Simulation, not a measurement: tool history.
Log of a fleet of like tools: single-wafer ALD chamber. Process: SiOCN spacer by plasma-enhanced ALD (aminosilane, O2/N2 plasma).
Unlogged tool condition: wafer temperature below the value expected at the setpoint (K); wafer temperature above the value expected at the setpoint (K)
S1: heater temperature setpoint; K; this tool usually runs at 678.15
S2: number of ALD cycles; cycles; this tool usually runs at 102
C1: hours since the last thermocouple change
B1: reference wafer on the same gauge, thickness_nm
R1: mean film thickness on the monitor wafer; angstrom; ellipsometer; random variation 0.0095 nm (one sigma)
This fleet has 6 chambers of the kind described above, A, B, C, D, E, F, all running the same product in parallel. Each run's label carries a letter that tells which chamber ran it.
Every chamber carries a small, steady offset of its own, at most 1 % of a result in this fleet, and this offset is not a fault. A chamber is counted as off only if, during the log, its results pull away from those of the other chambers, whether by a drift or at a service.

run,hour,S1,S2,C1,B1,R1
1B,6.8,678.15,102,652.6,5.7996,60.888
2D,14.3,678.15,102,417.1,5.8013,60.176
3F,22.2,678.15,102,591.8,5.8015,60.332
4C,31.2,678.15,102,730.4,5.8028,60.459
5A,36.3,678.15,102,551.4,5.8044,60.574
6E,42.7,678.15,102,1219.4,5.8034,60.91
7D,52.9,678.15,102,455.7,5.8067,60.312
8A,64.3,678.15,102,579.4,5.8061,60.822
9C,72.1,678.15,102,771.3,5.8085,60.464
10B,77.3,678.15,102,723.1,5.8094,61.194
11E,84.4,678.15,102,1261.1,5.8087,60.937
12F,95.9,678.15,102,665.5,5.8081,60.441
13E,105.4,678.15,102,1282.1,5.8096,60.933
14F,116.5,678.15,102,686.1,5.8132,60.373
# hour 118.4: chamber E: thermocouple changed; heater temperature recalibrated
15D,124.8,678.15,102,527.6,5.812,60.404
16B,132.6,678.15,95,778.4,5.8105,57.028
17C,144,678.15,95,843.2,5.8152,56.392
18A,150.3,678.15,95,665.4,5.8163,56.436
19F,160.8,678.15,95,730.4,5.8166,56.259
20C,170.9,678.15,95,870.1,5.8172,56.427
21D,181,678.15,95,583.8,5.8165,56.255
22B,187.2,678.15,102,833,5.8199,61.273
23E,197.1,678.15,102,78.8,5.8169,60.911
24A,204.1,678.15,102,719.2,5.8189,60.676
25B,214.3,678.15,83,860.1,5.8234,49.81
26F,222.8,678.15,83,792.4,5.8212,49.225
27C,230.8,678.15,83,930,5.8235,49.323
28D,237.1,678.15,83,639.9,5.8226,49.364
29E,246.3,678.15,83,128,5.8264,49.525
30A,256.3,678.15,83,771.4,5.8266,49.493
31A,266.6,678.15,102,781.7,5.8272,60.845
32C,273,678.15,119,972.2,5.8287,70.973
33F,282.2,678.15,119,851.8,5.829,70.585
34D,290,678.15,119,692.8,5.8281,70.862
35E,300.7,678.15,119,182.4,5.8282,71.399
36B,309.3,678.15,119,955.1,5.8291,71.412
37B,315.9,678.15,119,961.7,5.8355,71.778
38E,325.5,678.15,102,207.2,5.8322,61.214
39F,330.5,678.15,102,900.1,5.8345,60.623
40C,337.8,678.15,102,1037,5.8317,60.831
41A,344.9,678.15,102,860,5.8346,61.028
42D,354.3,690.15,86,757.1,5.835,49.256
43F,362,690.15,86,931.6,5.8379,49.238

Decide between three cases: one chamber stands off from its peers, the gauge reading all wafers drifts, or nothing is wrong past each chamber's small offset. Where a chamber is off, say which and what most likely put it there.

The gauge drifts, so all chambers seem to drift together. No chamber is off.
Cause: gauge reads high (%) = 0.641.
